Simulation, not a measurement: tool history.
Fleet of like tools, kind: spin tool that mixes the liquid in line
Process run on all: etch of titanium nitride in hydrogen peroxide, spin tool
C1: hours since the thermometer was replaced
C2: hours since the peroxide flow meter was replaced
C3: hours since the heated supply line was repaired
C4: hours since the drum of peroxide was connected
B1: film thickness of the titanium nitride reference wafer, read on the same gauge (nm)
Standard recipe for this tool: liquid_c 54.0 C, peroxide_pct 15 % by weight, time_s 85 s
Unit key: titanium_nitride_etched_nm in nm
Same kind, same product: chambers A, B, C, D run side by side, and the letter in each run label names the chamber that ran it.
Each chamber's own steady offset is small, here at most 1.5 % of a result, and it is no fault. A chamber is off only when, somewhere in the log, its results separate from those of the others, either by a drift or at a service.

Run 1B, hour 5.3: usual settings; C1 361.9; C2 1554.6; C3 325.8; C4 240.3; B1 40.008. Result: titanium_nitride_etched_nm 4.1478 nm.
Run 2D, hour 16.9: usual settings; C1 1965.6; C2 202.6; C3 1807.5; C4 393.0; B1 39.980. Result: titanium_nitride_etched_nm 4.1062 nm.
Run 3C, hour 24.7: usual settings; C1 358.9; C2 155.1; C3 1415.2; C4 69.2; B1 40.009. Result: titanium_nitride_etched_nm 4.1523 nm.
Run 4A, hour 29.9: usual settings; C1 32.9; C2 577.5; C3 3479.3; C4 127.5; B1 40.012. Result: titanium_nitride_etched_nm 4.2203 nm.
Run 5C, hour 35.3: usual settings; C1 369.5; C2 165.7; C3 1425.8; C4 79.8; B1 39.987. Result: titanium_nitride_etched_nm 4.1486 nm.
Run 6A, hour 41.5: usual settings; C1 44.5; C2 589.1; C3 3490.9; C4 139.1; B1 39.994. Result: titanium_nitride_etched_nm 4.2262 nm.
Run 7D, hour 48.0: usual settings; C1 1996.7; C2 233.7; C3 1838.6; C4 424.1; B1 40.014. Result: titanium_nitride_etched_nm 4.1581 nm.
Run 8B, hour 56.4: usual settings; C1 413.0; C2 1605.7; C3 376.9; C4 291.4; B1 39.947. Result: titanium_nitride_etched_nm 4.1266 nm.
Run 9B, hour 67.6: usual settings; C1 424.2; C2 1616.9; C3 388.1; C4 302.6; B1 39.983. Result: titanium_nitride_etched_nm 4.1356 nm.
Run 10C, hour 77.7: usual settings; C1 411.9; C2 208.1; C3 1468.2; C4 122.2; B1 40.032. Result: titanium_nitride_etched_nm 4.1757 nm.
Run 11A, hour 87.1: usual settings; C1 90.1; C2 634.7; C3 3536.5; C4 184.7; B1 39.986. Result: titanium_nitride_etched_nm 4.1681 nm.
Run 12D, hour 94.2: usual settings; C1 2042.9; C2 279.9; C3 1884.8; C4 470.3; B1 40.010. Result: titanium_nitride_etched_nm 4.1679 nm.
Run 13B, hour 99.6: usual settings; C1 456.2; C2 1648.9; C3 420.1; C4 334.6; B1 39.993. Result: titanium_nitride_etched_nm 4.1091 nm.
At hour 105.1: chamber B: new drum of peroxide connected.
Run 14D, hour 111.0: usual settings but peroxide_pct 12 % by weight, time_s 55 s; C1 2059.7; C2 296.7; C3 1901.6; C4 487.1; B1 40.006. Result: titanium_nitride_etched_nm 2.5758 nm.
Run 15C, hour 116.4: usual settings but peroxide_pct 12 % by weight, time_s 55 s; C1 450.6; C2 246.8; C3 1506.9; C4 160.9; B1 40.042. Result: titanium_nitride_etched_nm 2.5825 nm.
Run 16A, hour 124.7: usual settings but peroxide_pct 12 % by weight, time_s 55 s; C1 127.7; C2 672.3; C3 3574.1; C4 222.3; B1 39.980. Result: titanium_nitride_etched_nm 2.6154 nm.
Run 17B, hour 135.6: usual settings but peroxide_pct 12 % by weight, time_s 55 s; C1 492.2; C2 1684.9; C3 456.1; C4 30.6; B1 39.981. Result: titanium_nitride_etched_nm 2.5027 nm.
Run 18D, hour 141.6: usual settings; C1 2090.3; C2 327.3; C3 1932.2; C4 517.7; B1 39.979. Result: titanium_nitride_etched_nm 4.1872 nm.
Run 19A, hour 148.9: usual settings but liquid_c 45.5 C, peroxide_pct 12 % by weight; C1 151.9; C2 696.5; C3 3598.3; C4 246.5; B1 39.993. Result: titanium_nitride_etched_nm 2.1575 nm.
Run 20C, hour 157.6: usual settings but liquid_c 45.5 C, peroxide_pct 12 % by weight; C1 491.8; C2 288.0; C3 1548.1; C4 202.1; B1 39.984. Result: titanium_nitride_etched_nm 2.1314 nm.
At hour 163.8: chamber B: peroxide flow meter replaced.
Run 21A, hour 164.7: usual settings but liquid_c 45.5 C, peroxide_pct 12 % by weight; C1 167.7; C2 712.3; C3 3614.1; C4 262.3; B1 40.013. Result: titanium_nitride_etched_nm 2.1398 nm.
Run 22B, hour 170.8: usual settings but liquid_c 45.5 C, peroxide_pct 12 % by weight; C1 527.4; C2 7.0; C3 491.3; C4 65.8; B1 39.996. Result: titanium_nitride_etched_nm 2.0681 nm.
Run 23C, hour 182.1: usual settings; C1 516.3; C2 312.5; C3 1572.6; C4 226.6; B1 40.020. Result: titanium_nitride_etched_nm 4.1564 nm.
Run 24D, hour 188.0: usual settings; C1 2136.7; C2 373.7; C3 1978.6; C4 564.1; B1 40.002. Result: titanium_nitride_etched_nm 4.1510 nm.
Run 25B, hour 197.2: usual settings but peroxide_pct 12 % by weight, time_s 130 s; C1 553.8; C2 33.4; C3 517.7; C4 92.2; B1 40.017. Result: titanium_nitride_etched_nm 5.8669 nm.
Run 26D, hour 204.7: usual settings but peroxide_pct 12 % by weight, time_s 130 s; C1 2153.4; C2 390.4; C3 1995.3; C4 580.8; B1 39.987. Result: titanium_nitride_etched_nm 6.0281 nm.
Run 27A, hour 212.5: usual settings but peroxide_pct 12 % by weight, time_s 130 s; C1 215.5; C2 760.1; C3 3661.9; C4 310.1; B1 40.012. Result: titanium_nitride_etched_nm 6.0905 nm.
Run 28C, hour 218.7: usual settings but peroxide_pct 12 % by weight, time_s 130 s; C1 552.9; C2 349.1; C3 1609.2; C4 263.2; B1 40.031. Result: titanium_nitride_etched_nm 6.0377 nm.
At hour 221.6: chamber D: thermometer replaced.
Run 29B, hour 229.0: usual settings; C1 585.6; C2 65.2; C3 549.5; C4 124.0; B1 39.995. Result: titanium_nitride_etched_nm 3.9598 nm.
Run 30C, hour 235.1: usual settings; C1 569.3; C2 365.5; C3 1625.6; C4 279.6; B1 39.970. Result: titanium_nitride_etched_nm 4.1753 nm.
Run 31A, hour 240.2: usual settings but peroxide_pct 19 % by weight, time_s 115 s; C1 243.2; C2 787.8; C3 3689.6; C4 337.8; B1 40.025. Result: titanium_nitride_etched_nm 5.9853 nm.
Run 32D, hour 250.3: usual settings but peroxide_pct 19 % by weight, time_s 115 s; C1 28.7; C2 436.0; C3 2040.9; C4 626.4; B1 39.990. Result: titanium_nitride_etched_nm 5.8706 nm.

Each of the 4 chambers runs these same settings next. Fill in every chamber's results:
Run 33A, hour 258.5: usual settings. Result: titanium_nitride_etched_nm ?.
Run 33B, hour 258.5: usual settings. Result: titanium_nitride_etched_nm ?.
Run 33C, hour 258.5: usual settings. Result: titanium_nitride_etched_nm ?.
Run 33D, hour 258.5: usual settings. Result: titanium_nitride_etched_nm ?.

run  titanium_nitride_etched_nm
33A                      4.2238
33B                      3.9447
33C                      4.1897
33D                      4.1390

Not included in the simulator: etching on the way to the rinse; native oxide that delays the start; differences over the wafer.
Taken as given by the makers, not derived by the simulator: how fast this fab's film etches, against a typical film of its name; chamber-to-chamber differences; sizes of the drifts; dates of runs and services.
